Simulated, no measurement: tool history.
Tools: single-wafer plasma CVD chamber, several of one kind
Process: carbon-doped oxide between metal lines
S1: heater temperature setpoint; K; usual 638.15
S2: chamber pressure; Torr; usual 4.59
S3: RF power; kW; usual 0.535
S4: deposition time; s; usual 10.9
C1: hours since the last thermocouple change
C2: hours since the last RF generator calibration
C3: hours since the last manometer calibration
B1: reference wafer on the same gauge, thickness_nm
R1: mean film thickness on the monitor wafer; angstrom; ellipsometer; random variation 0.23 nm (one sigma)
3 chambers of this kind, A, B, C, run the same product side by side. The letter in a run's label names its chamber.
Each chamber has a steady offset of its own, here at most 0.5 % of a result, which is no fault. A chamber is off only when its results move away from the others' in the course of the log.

run  hour      S1    S2     S3    S4     C1      C2      C3      B1      R1
 1C   4.5  638.15  4.59  0.535  10.9  485.0   146.8  2154.8  63.788  559.93
 2B   7.2  638.15  4.59  0.535  10.9  269.2   288.0   307.4  63.762  559.88
 3A  12.7  638.15  4.59  0.535  10.9  216.0  1034.7   185.5  63.856  564.54
 4A  17.9  638.15  4.59  0.535  10.9  221.2  1039.9   190.7  63.858  559.25
 5B  21.5  638.15  3.50  0.505  10.9  283.5   302.3   321.7  63.851  522.18
 6C  23.9  638.15  3.50  0.505  10.9  504.4   166.2  2174.2  63.818  522.00
 7A  27.5  638.15  3.50  0.505  10.9  230.8  1049.5   200.3  63.764  525.99
 8B  32.4  638.15  4.59  0.535  10.9  294.4   313.2   332.6  63.826  563.49
 9C  35.1  638.15  4.59  0.535  10.9  515.6   177.4  2185.4  63.760  558.44
10B  39.5  638.15  4.59  0.535  10.9  301.5   320.3   339.7  63.751  560.46
11A  43.4  638.15  4.59  0.535  10.9  246.7  1065.4   216.2  63.716  562.59
12C  46.4  638.15  4.59  0.535  10.9  526.9   188.7  2196.7  63.813  564.36
13C  49.3  638.15  4.59  0.535  10.9  529.8   191.6  2199.6  63.814  562.53
14A  54.3  638.15  4.59  0.535  10.9  257.6  1076.3   227.1  63.724  557.97
15B  58.8  638.15  4.59  0.535  10.9  320.8   339.6   359.0  63.822  558.58
16B  63.0  638.15  4.59  0.535  10.9  325.0   343.8   363.2  63.774  563.23
17A  66.2  638.15  4.59  0.535  10.9  269.5  1088.2   239.0  63.784  558.21
18C  69.5  638.15  4.59  0.535  10.9  550.0   211.8  2219.8  63.785  563.87
19B  74.8  638.15  4.59  0.535  10.9  336.8   355.6   375.0  63.867  564.37
20A  78.2  638.15  4.59  0.570  10.9  281.5  1100.2   251.0  63.800  585.05

Next, every chamber runs the same settings. What will each give?
21A  82.2  638.15  4.59  0.570  10.9                   ?
21B  82.2  638.15  4.59  0.570  10.9                   ?
21C  82.2  638.15  4.59  0.570  10.9                   ?

run      R1
21A  587.59
21B  583.45
21C  583.40
